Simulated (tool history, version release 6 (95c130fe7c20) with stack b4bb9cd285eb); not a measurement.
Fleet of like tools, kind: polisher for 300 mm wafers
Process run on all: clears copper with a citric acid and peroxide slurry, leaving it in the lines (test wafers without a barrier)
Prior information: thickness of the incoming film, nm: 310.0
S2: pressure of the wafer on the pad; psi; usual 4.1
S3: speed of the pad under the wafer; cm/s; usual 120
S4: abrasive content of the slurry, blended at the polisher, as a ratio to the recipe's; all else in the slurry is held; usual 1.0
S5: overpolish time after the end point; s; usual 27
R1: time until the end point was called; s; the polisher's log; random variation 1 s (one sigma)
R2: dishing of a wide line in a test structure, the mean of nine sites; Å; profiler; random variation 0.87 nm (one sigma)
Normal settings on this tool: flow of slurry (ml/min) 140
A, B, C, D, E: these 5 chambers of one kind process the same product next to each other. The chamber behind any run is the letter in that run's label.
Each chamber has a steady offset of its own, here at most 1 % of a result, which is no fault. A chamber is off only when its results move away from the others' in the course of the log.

run 1A hour=7.8 | flow_of_slurry_(ml/min)=140 S2=4.1 S3=120 S4=1.0 S5=27 | R1=99.961 R2=391.77
run 2C hour=16.6 | flow_of_slurry_(ml/min)=140 S2=4.1 S3=120 S4=1.0 S5=27 | R1=100.590 R2=372.89
-- hour=17.1 chamber C: worn pad replaced by a new one
-- hour=23.3 chamber D: slurry blender recalibrated
run 3E hour=24.8 | flow_of_slurry_(ml/min)=140 S2=4.1 S3=120 S4=1.0 S5=27 | R1=100.120 R2=401.95
-- hour=31.2 chamber D: slurry nozzle cleaned
run 4D hour=31.8 | flow_of_slurry_(ml/min)=140 S2=4.1 S3=120 S4=1.0 S5=27 | R1=101.570 R2=391.71
run 5B hour=36.9 | flow_of_slurry_(ml/min)=140 S2=4.1 S3=120 S4=1.0 S5=27 | R1=100.440 R2=393.53
run 6A hour=43.1 | flow_of_slurry_(ml/min)=140 S2=4.1 S3=120 S4=1.0 S5=27 | R1=100.410 R2=406.33
-- hour=46.7 chamber B: slurry blender recalibrated
run 7C hour=48.2 | flow_of_slurry_(ml/min)=140 S2=4.1 S3=120 S4=1.0 S5=27 | R1=100.610 R2=407.30
-- hour=49.0 chamber A: slurry blender recalibrated
run 8B hour=53.2 | flow_of_slurry_(ml/min)=140 S2=4.1 S3=120 S4=1.0 S5=27 | R1=101.060 R2=394.25
run 9E hour=59.5 | flow_of_slurry_(ml/min)=140 S2=4.1 S3=120 S4=1.0 S5=27 | R1=100.390 R2=400.00
-- hour=59.6 chamber A: worn pad replaced by a new one
-- hour=60.3 chamber B: worn pad replaced by a new one
run 10D hour=66.2 | flow_of_slurry_(ml/min)=140 S2=4.1 S3=120 S4=1.0 S5=27 | R1=98.720 R2=394.48
run 11C hour=74.3 | flow_of_slurry_(ml/min)=140 S2=4.1 S3=120 S4=1.0 S5=27 | R1=101.770 R2=405.95
-- hour=74.4 chamber D: worn pad replaced by a new one
run 12A hour=82.0 | flow_of_slurry_(ml/min)=140 S2=4.1 S3=120 S4=1.0 S5=27 | R1=100.990 R2=404.05
run 13B hour=89.1 | flow_of_slurry_(ml/min)=140 S2=4.1 S3=120 S4=1.0 S5=27 | R1=101.500 R2=402.10
run 14E hour=94.2 | flow_of_slurry_(ml/min)=140 S2=4.1 S3=120 S4=1.0 S5=27 | R1=101.690 R2=386.43
run 15D hour=98.5 | flow_of_slurry_(ml/min)=140 S2=4.1 S3=120 S4=1.0 S5=27 | R1=98.551 R2=394.98
run 16A hour=104.9 | flow_of_slurry_(ml/min)=175 S2=4.1 S3=82 S4=1.0 S5=27 | R1=140.990 R2=310.20
run 17D hour=112.9 | flow_of_slurry_(ml/min)=175 S2=4.1 S3=82 S4=1.0 S5=27 | R1=136.870 R2=336.09
run 18B hour=116.9 | flow_of_slurry_(ml/min)=175 S2=4.1 S3=82 S4=1.0 S5=27 | R1=141.230 R2=322.80
-- hour=123.7 chamber E: worn pad replaced by a new one
run 19E hour=125.7 | flow_of_slurry_(ml/min)=175 S2=4.1 S3=82 S4=1.0 S5=27 | R1=139.530 R2=316.31
-- hour=126.9 chamber A: slurry nozzle cleaned
run 20C hour=130.2 | flow_of_slurry_(ml/min)=175 S2=4.1 S3=82 S4=1.0 S5=27 | R1=143.540 R2=319.92
-- hour=132.0 chamber E: slurry blender recalibrated
run 21D hour=134.8 | flow_of_slurry_(ml/min)=140 S2=4.1 S3=120 S4=1.0 S5=27 | R1=95.597 R2=389.16
-- hour=137.9 chamber E: slurry nozzle cleaned
-- hour=139.3 chamber D: slurry blender recalibrated
run 22E hour=143.8 | flow_of_slurry_(ml/min)=140 S2=4.1 S3=120 S4=1.0 S5=27 | R1=101.140 R2=387.30
run 23B hour=147.7 | flow_of_slurry_(ml/min)=140 S2=4.1 S3=120 S4=1.0 S5=27 | R1=101.170 R2=397.71
run 24C hour=154.0 | flow_of_slurry_(ml/min)=140 S2=4.1 S3=120 S4=1.0 S5=27 | R1=103.780 R2=387.84
run 25A hour=158.4 | flow_of_slurry_(ml/min)=140 S2=4.1 S3=120 S4=1.0 S5=27 | R1=99.313 R2=409.31
-- hour=161.2 chamber D: worn pad replaced by a new one
run 26C hour=166.6 | flow_of_slurry_(ml/min)=140 S2=4.1 S3=120 S4=1.0 S5=27 | R1=100.340 R2=398.93
run 27D hour=171.8 | flow_of_slurry_(ml/min)=140 S2=4.1 S3=120 S4=1.0 S5=27 | R1=92.131 R2=411.28
run 28A hour=176.7 | flow_of_slurry_(ml/min)=140 S2=4.1 S3=120 S4=1.0 S5=27 | R1=99.672 R2=401.36
run 29B hour=183.0 | flow_of_slurry_(ml/min)=140 S2=4.1 S3=120 S4=1.0 S5=27 | R1=100.580 R2=399.93
run 30E hour=188.1 | flow_of_slurry_(ml/min)=140 S2=4.1 S3=120 S4=1.0 S5=27 | R1=100.420 R2=395.06
-- hour=188.4 chamber A: worn pad replaced by a new one
run 31C hour=192.4 | flow_of_slurry_(ml/min)=140 S2=4.1 S3=120 S4=1.0 S5=27 | R1=101.030 R2=376.82
run 32E hour=200.8 | flow_of_slurry_(ml/min)=140 S2=4.1 S3=120 S4=1.0 S5=27 | R1=100.580 R2=388.55
run 33B hour=205.6 | flow_of_slurry_(ml/min)=140 S2=4.1 S3=120 S4=1.0 S5=27 | R1=99.085 R2=388.71
run 34D hour=210.7 | flow_of_slurry_(ml/min)=140 S2=4.1 S3=86 S4=0.8 S5=27 | R1=130.900 R2=338.14
run 35A hour=219.1 | flow_of_slurry_(ml/min)=140 S2=4.1 S3=86 S4=0.8 S5=27 | R1=143.540 R2=313.44
run 36B hour=226.3 | flow_of_slurry_(ml/min)=140 S2=4.1 S3=86 S4=0.8 S5=27 | R1=148.390 R2=320.45

One chamber off, gauge drift, or nothing amiss beyond the chambers' own small offsets? If it is a chamber, which one, and what is the likeliest cause?

One chamber, D, drifts off from the rest bit by bit.
What lies behind it: head's pressure above its setpoint, % = 12.5.

Which of the 4 candidates below, each the usual settings with something changed and its results left as question marks, puts chamber D back in line with what the other chambers give on the usual settings?
Maximum distance from the other chambers' mean on the usual settings for a result to count as in line: R1 3.700 s; R2 30.00 Å
run 37D-1 hour=232.8 | flow_of_slurry_(ml/min)=140 S2=4.0 S3=118 S4=1.0 S5=27 | R1=? R2=?
run 37D-2 hour=232.8 | flow_of_slurry_(ml/min)=140 S2=4.2 S3=122 S4=1.0 S5=27 | R1=? R2=?
run 37D-3 hour=232.8 | flow_of_slurry_(ml/min)=140 S2=3.9 S3=112 S4=1.0 S5=27 | R1=? R2=?
run 37D-4 hour=232.8 | flow_of_slurry_(ml/min)=140 S2=4.3 S3=128 S4=1.0 S5=27 | R1=? R2=?

The other chambers' mean on the usual settings: R1 100.790 s; R2 393.91 Å
run=37D-1 R1=93.532 R2=409.29
run=37D-2 R1=86.223 R2=426.29
run=37D-3 R1=100.990 R2=393.30
run=37D-4 R1=80.320 R2=440.51
It is 37D-3 that realigns the chamber with its peers.

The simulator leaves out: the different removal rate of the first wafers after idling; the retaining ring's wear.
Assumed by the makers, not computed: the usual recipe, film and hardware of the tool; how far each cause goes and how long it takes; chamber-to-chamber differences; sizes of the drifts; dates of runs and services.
